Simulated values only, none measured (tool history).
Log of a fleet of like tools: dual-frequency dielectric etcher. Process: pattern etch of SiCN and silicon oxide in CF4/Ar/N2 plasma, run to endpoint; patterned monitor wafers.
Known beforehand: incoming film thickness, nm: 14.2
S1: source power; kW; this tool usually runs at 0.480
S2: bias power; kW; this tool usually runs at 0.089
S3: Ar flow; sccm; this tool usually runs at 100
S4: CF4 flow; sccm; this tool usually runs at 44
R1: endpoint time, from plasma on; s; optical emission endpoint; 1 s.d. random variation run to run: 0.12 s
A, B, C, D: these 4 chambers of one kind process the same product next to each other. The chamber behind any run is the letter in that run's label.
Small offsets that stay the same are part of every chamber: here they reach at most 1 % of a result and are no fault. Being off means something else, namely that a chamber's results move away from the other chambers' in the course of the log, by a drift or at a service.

Run 1C, hour 6.0: usual settings. Result: R1 15.493 s.
Run 2A, hour 13.6: usual settings. Result: R1 15.586 s.
Run 3D, hour 22.9: usual settings. Result: R1 15.660 s.
At hour 28.1: chamber D: wet clean of the chamber.
Run 4B, hour 33.4: usual settings. Result: R1 15.452 s.
Run 5C, hour 40.5: usual settings. Result: R1 15.384 s.
Run 6D, hour 50.2: usual settings. Result: R1 15.779 s.
Run 7A, hour 61.2: usual settings. Result: R1 15.399 s.
Run 8B, hour 68.5: usual settings. Result: R1 15.393 s.
Run 9B, hour 79.2: usual settings. Result: R1 15.374 s.
Run 10D, hour 90.3: usual settings. Result: R1 15.477 s.
Run 11C, hour 99.2: usual settings but S2 0.071 kW, S3 78 sccm. Result: R1 16.479 s.
Run 12A, hour 104.5: usual settings but S2 0.071 kW, S3 78 sccm. Result: R1 16.047 s.
Run 13A, hour 112.1: usual settings but S2 0.071 kW, S3 78 sccm. Result: R1 16.042 s.
Run 14C, hour 117.7: usual settings but S2 0.071 kW, S3 78 sccm. Result: R1 16.228 s.
Run 15D, hour 123.0: usual settings. Result: R1 15.516 s.
Run 16B, hour 131.0: usual settings but S1 0.380 kW. Result: R1 18.776 s.
Run 17B, hour 137.0: usual settings but S1 0.380 kW. Result: R1 18.955 s.
Run 18A, hour 141.9: usual settings but S1 0.380 kW. Result: R1 19.328 s.
Run 19C, hour 149.3: usual settings but S1 0.380 kW. Result: R1 18.969 s.
Run 20D, hour 159.3: usual settings. Result: R1 15.900 s.
Run 21A, hour 165.4: usual settings. Result: R1 15.588 s.
Run 22D, hour 171.7: usual settings. Result: R1 15.618 s.
Run 23B, hour 181.8: usual settings. Result: R1 15.436 s.
Run 24C, hour 191.0: usual settings. Result: R1 15.683 s.
At hour 191.3: chamber C: bias power generator calibrated.
Run 25D, hour 201.7: usual settings. Result: R1 15.590 s.
Run 26A, hour 210.7: usual settings. Result: R1 15.237 s.
Run 27C, hour 218.7: usual settings. Result: R1 15.502 s.
Run 28B, hour 227.0: usual settings. Result: R1 15.300 s.
At hour 229.8: chamber A: wet clean of the chamber.
Run 29A, hour 235.7: usual settings. Result: R1 15.575 s.
Run 30D, hour 242.2: usual settings. Result: R1 15.566 s.

All 4 chambers run these settings next. Forecast each chamber's results:
Run 31A, hour 250.2: usual settings. Result: R1 ?.
Run 31B, hour 250.2: usual settings. Result: R1 ?.
Run 31C, hour 250.2: usual settings. Result: R1 ?.
Run 31D, hour 250.2: usual settings. Result: R1 ?.

run      R1
31A  15.547
31B  15.479
31C  15.512
31D  15.523
